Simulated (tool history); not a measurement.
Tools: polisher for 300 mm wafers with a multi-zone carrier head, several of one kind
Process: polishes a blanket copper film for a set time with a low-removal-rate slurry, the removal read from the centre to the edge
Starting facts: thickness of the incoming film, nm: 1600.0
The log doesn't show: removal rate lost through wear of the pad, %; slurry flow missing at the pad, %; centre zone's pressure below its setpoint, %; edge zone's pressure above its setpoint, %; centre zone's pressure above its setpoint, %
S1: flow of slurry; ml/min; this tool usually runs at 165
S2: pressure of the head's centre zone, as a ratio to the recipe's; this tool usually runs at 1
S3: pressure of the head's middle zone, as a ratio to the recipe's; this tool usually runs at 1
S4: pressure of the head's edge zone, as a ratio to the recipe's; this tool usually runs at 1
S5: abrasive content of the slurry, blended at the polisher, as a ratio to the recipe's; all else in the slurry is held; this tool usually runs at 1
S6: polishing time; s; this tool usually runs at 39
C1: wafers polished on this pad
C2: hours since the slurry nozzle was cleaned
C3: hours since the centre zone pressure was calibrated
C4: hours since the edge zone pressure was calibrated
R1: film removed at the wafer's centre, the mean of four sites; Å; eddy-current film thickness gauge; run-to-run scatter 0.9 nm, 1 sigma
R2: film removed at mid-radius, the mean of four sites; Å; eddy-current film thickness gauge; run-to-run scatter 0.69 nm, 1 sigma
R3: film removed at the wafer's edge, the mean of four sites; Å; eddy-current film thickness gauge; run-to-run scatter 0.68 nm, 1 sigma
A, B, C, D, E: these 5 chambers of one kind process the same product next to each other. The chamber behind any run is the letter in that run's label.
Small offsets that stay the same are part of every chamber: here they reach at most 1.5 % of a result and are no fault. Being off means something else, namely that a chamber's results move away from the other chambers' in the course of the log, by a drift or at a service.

run   hour   S1    S2    S3    S4   S5  S6    C1     C2      C3     C4      R1      R2      R3
       4.1  -- chamber A: worn pad replaced by a new one
 1D   10.7  165     1     1     1    1  39   162  252.1   408.3  285.1   741.4  740.05  756.76
 2B   21.7  165     1     1     1    1  39  1384  151.9   279.4  880.3  772.35  752.58  766.22
      26.2  -- chamber B: worn pad replaced by a new one
 3C   34.2  165     1     1     1    1  39   732   54.9   199.3  371.4  737.11  746.93  743.77
 4E   43.8  165     1     1     1    1  39   709  279.9   806.4  204.2  758.32  751.12  731.84
      45.1  -- chamber C: worn pad replaced by a new one
 5A   54.6  165     1     1     1    1  39   621    150   826.6   55.7     756  757.19  751.39
 6B   67.9  165     1     1     1    1  39   514  198.1   325.6  926.5  754.47  750.42  761.97
      69.7  -- chamber E: worn pad replaced by a new one
 7C     78  165     1     1  1.06    1  39   406   98.7   243.1  415.2  744.35  758.54  790.08
      88.2  -- chamber D: worn pad replaced by a new one
 8A   89.8  165     1     1  1.06    1  39  1054  185.2   861.8   90.9  748.63  758.25  768.28
      99.1  -- chamber A: worn pad replaced by a new one
 9D  102.6  165     1     1  1.06    1  39   178    344   500.2    377  729.04  741.82  771.93
     103.4  -- chamber A: slurry nozzle cleaned
10E  109.1  165     1     1  1.06    1  39   485  345.2   871.7  269.5  767.75  754.07  763.56
11B  119.5  165     1     1  1.06    1  39  1149  249.7   377.2  978.1  746.94  748.87  791.95
12A  126.4  165     1     1     1    1  39   336     23   898.4  127.5  763.87  759.19   742.3
     128.8  -- chamber B: worn pad replaced by a new one
     130.2  -- chamber C: worn pad replaced by a new one
13D  134.3  165     1     1     1    1  39   568  375.7   531.9  408.7  752.54  746.99  751.73
14E  143.4  165     1     1     1    1  39   907  379.5     906  303.8  754.85   760.7  739.75
       146  -- chamber B: edge zone pressure recalibrated
     146.3  -- chamber E: worn pad replaced by a new one
15C  150.6  165     1     1     1    1  39   252  171.3   315.7  487.8   731.3  742.54   746.5
16A  162.3  165     1     1     1  0.7  39   778   58.9   934.3  163.4  702.27  696.06  691.13
     173.7  -- chamber D: worn pad replaced by a new one
17C  175.1  165     1     1     1  0.7  39   553  195.8   340.2  512.3  692.69  691.64  701.75
       177  -- chamber D: edge zone pressure recalibrated
     181.6  -- chamber A: worn pad replaced by a new one
18E  186.2  165     1     1     1  0.7  39   491  422.3   948.8  346.6  703.44  698.08  699.65
19B  194.5  165     1     1     1  0.7  39   808  324.7   452.2   48.5  698.34  697.66  714.99
     195.7  -- chamber C: worn pad replaced by a new one
20D  208.5  165     1     1     1  0.7  39   428  449.9   606.1   31.5  700.22  694.75   699.1
21B  215.3  165     1     1     1    1  39  1064  345.5     473   69.3  760.97  755.37  757.18
     218.5  -- chamber C: edge zone pressure recalibrated
       225  -- chamber E: worn pad replaced by a new one
22E  228.6  165     1     1  0.92    1  39    45  464.7   991.2    389  760.01  761.29  714.38
23C  238.5  165     1     1  0.92    1  39   527  259.2   403.6     20  742.52   753.1   728.1
     238.7  -- chamber E: slurry nozzle cleaned
     245.5  -- chamber B: worn pad replaced by a new one
24A  251.8  165     1     1  0.92    1  39   865  148.4  1023.8  252.9   757.1  761.18  722.46
     263.8  -- chamber A: worn pad replaced by a new one
     265.5  -- chamber D: worn pad replaced by a new one
25D    266  165     1     1  0.92    1  39     6  507.4   663.6     89  776.87  739.03  727.52
     266.8  -- chamber C: worn pad replaced by a new one
     275.2  -- chamber D: slurry nozzle cleaned
26C  279.4  165     1     1  0.92    1  39   156  300.1   444.5   60.9  737.93  752.43  730.22
27D  286.4  165     1     1     1    1  39   257   11.3     684  109.4   780.6  752.15   761.7
28A    300  165     1     1     1    1  39   445  196.6    1072  301.1  751.92  759.67  746.74
     305.2  -- chamber E: worn pad replaced by a new one
29B  306.6  165     1     1     1    1  39   753  436.8   564.3  160.6  739.53  740.63  757.91
     310.2  -- chamber A: slurry nozzle cleaned
30E    317  165     1     1     1    1  39   145   78.3  1079.6  477.4  776.67  744.37  747.66
31A    326  165     1     1     1    1  39   765   15.9    1098  327.1  752.87  760.48  752.99
32E  340.2  165     1     1     1    1  39   431  101.5  1102.8  500.6  746.69  757.24  748.55
       342  -- chamber B: worn pad replaced by a new one
     347.8  -- chamber D: worn pad replaced by a new one
33C  350.5  165  0.95  1.07     1    1  39  1031  371.2   515.6    132  686.91  798.53  742.47
     352.7  -- chamber B: slurry nozzle cleaned
34B  359.7  165  0.95  1.07     1    1  39   218      7   617.4  213.7  704.07  804.34   768.7
35D  371.3  165  0.95  1.07     1    1  39   289   96.2   768.9  194.3  750.08  792.26  753.11

Next, all 5 chambers run the settings below, one line each with question marks for the results. What does each chamber give?
36A  381.6  165  1.09   1   1   1  39                   ?   ?   ?
36B  381.6  165  1.09   1   1   1  39                   ?   ?   ?
36C  381.6  165  1.09   1   1   1  39                   ?   ?   ?
36D  381.6  165  1.09   1   1   1  39                   ?   ?   ?
36E  381.6  165  1.09   1   1   1  39                   ?   ?   ?

run      R1      R2      R3
36A   813.6  757.07  754.46
36B  818.34   757.3  766.99
36C  804.11  751.25  743.21
36D  862.86  740.82   748.3
36E  835.34  749.25  744.61

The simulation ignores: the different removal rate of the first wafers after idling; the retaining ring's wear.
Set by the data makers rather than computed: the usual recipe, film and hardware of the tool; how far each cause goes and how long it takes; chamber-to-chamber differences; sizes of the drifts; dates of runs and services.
